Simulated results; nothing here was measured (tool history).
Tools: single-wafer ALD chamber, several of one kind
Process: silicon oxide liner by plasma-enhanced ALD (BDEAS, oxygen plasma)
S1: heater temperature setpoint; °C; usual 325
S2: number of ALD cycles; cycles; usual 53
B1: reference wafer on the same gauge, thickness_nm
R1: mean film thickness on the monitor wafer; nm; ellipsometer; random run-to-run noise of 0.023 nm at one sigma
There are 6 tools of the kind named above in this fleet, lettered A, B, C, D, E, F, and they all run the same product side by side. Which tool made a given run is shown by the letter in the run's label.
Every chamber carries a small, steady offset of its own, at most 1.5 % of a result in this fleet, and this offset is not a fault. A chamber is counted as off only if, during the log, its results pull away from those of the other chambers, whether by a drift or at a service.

| run | hour | S1 | S2 | B1 | R1 |
|---|---|---|---|---|---|
| 1E | 12.2 | 325 | 53 | 3.9598 | 4.8151 |
| 2C | 24.4 | 325 | 53 | 3.9565 | 4.7163 |
| 3F | 37.6 | 325 | 53 | 3.9565 | 4.7859 |
| 4A | 45.3 | 325 | 53 | 3.9590 | 4.7246 |
| 5D | 58.1 | 325 | 53 | 3.9591 | 4.7475 |
| 6B | 68.7 | 325 | 53 | 3.9579 | 4.8258 |
| 7A | 81.4 | 325 | 53 | 3.9609 | 4.7580 |
| 8C | 88.7 | 325 | 53 | 3.9611 | 4.7545 |
| 9B | 100.0 | 325 | 53 | 3.9623 | 4.8221 |
| 10E | 109.8 | 325 | 53 | 3.9649 | 4.7926 |
| 11F | 116.1 | 325 | 53 | 3.9649 | 4.8441 |
| 12D | 128.5 | 340 | 57 | 3.9622 | 4.9822 |
| 13E | 135.5 | 340 | 57 | 3.9600 | 5.0832 |
|  | 146.1 | chamber B: thermocouple changed; heater temperature recalibrated |
| 14C | 147.3 | 340 | 57 | 3.9588 | 4.9980 |
| 15B | 153.4 | 340 | 57 | 3.9613 | 5.0740 |
| 16A | 162.0 | 340 | 57 | 3.9597 | 4.9964 |
| 17F | 168.3 | 340 | 57 | 3.9560 | 5.0688 |
| 18D | 180.1 | 325 | 53 | 3.9600 | 4.7206 |
| 19B | 190.2 | 325 | 53 | 3.9603 | 4.7749 |
| 20A | 200.9 | 325 | 53 | 3.9602 | 4.7147 |
| 21D | 208.3 | 325 | 53 | 3.9595 | 4.7478 |
| 22F | 216.9 | 325 | 53 | 3.9626 | 4.8080 |
|  | 220.3 | chamber A: thermocouple changed; heater temperature recalibrated |
| 23E | 225.4 | 325 | 53 | 3.9574 | 4.8050 |
| 24C | 233.0 | 325 | 53 | 3.9596 | 4.8057 |
| 25E | 245.5 | 325 | 53 | 3.9583 | 4.8170 |
| 26B | 254.7 | 325 | 53 | 3.9648 | 4.7980 |
| 27F | 264.5 | 325 | 53 | 3.9544 | 4.7716 |
|  | 266.4 | chamber C: thermocouple changed; heater temperature recalibrated |
| 28C | 272.9 | 325 | 53 | 3.9600 | 4.8021 |
| 29D | 281.1 | 325 | 53 | 3.9584 | 4.7282 |
| 30A | 293.6 | 325 | 53 | 3.9579 | 4.7017 |
| 31F | 303.7 | 325 | 44 | 3.9605 | 3.9683 |
| 32A | 311.0 | 325 | 44 | 3.9608 | 3.9723 |
| 33D | 318.0 | 325 | 44 | 3.9600 | 3.9426 |
| 34C | 324.8 | 325 | 44 | 3.9621 | 3.9594 |
| 35B | 337.2 | 325 | 44 | 3.9623 | 3.9845 |
| 36E | 344.3 | 325 | 44 | 3.9614 | 3.9595 |
| 37B | 357.1 | 325 | 53 | 3.9606 | 4.8242 |
| 38D | 364.6 | 325 | 53 | 3.9545 | 4.7417 |

Is one chamber out of step, is the gauge drifting, or do the chambers differ by no more than their own small offsets? For an off chamber, give its letter and the likeliest cause.

No chamber stands off beyond its own small offset, and the gauge holds steady.
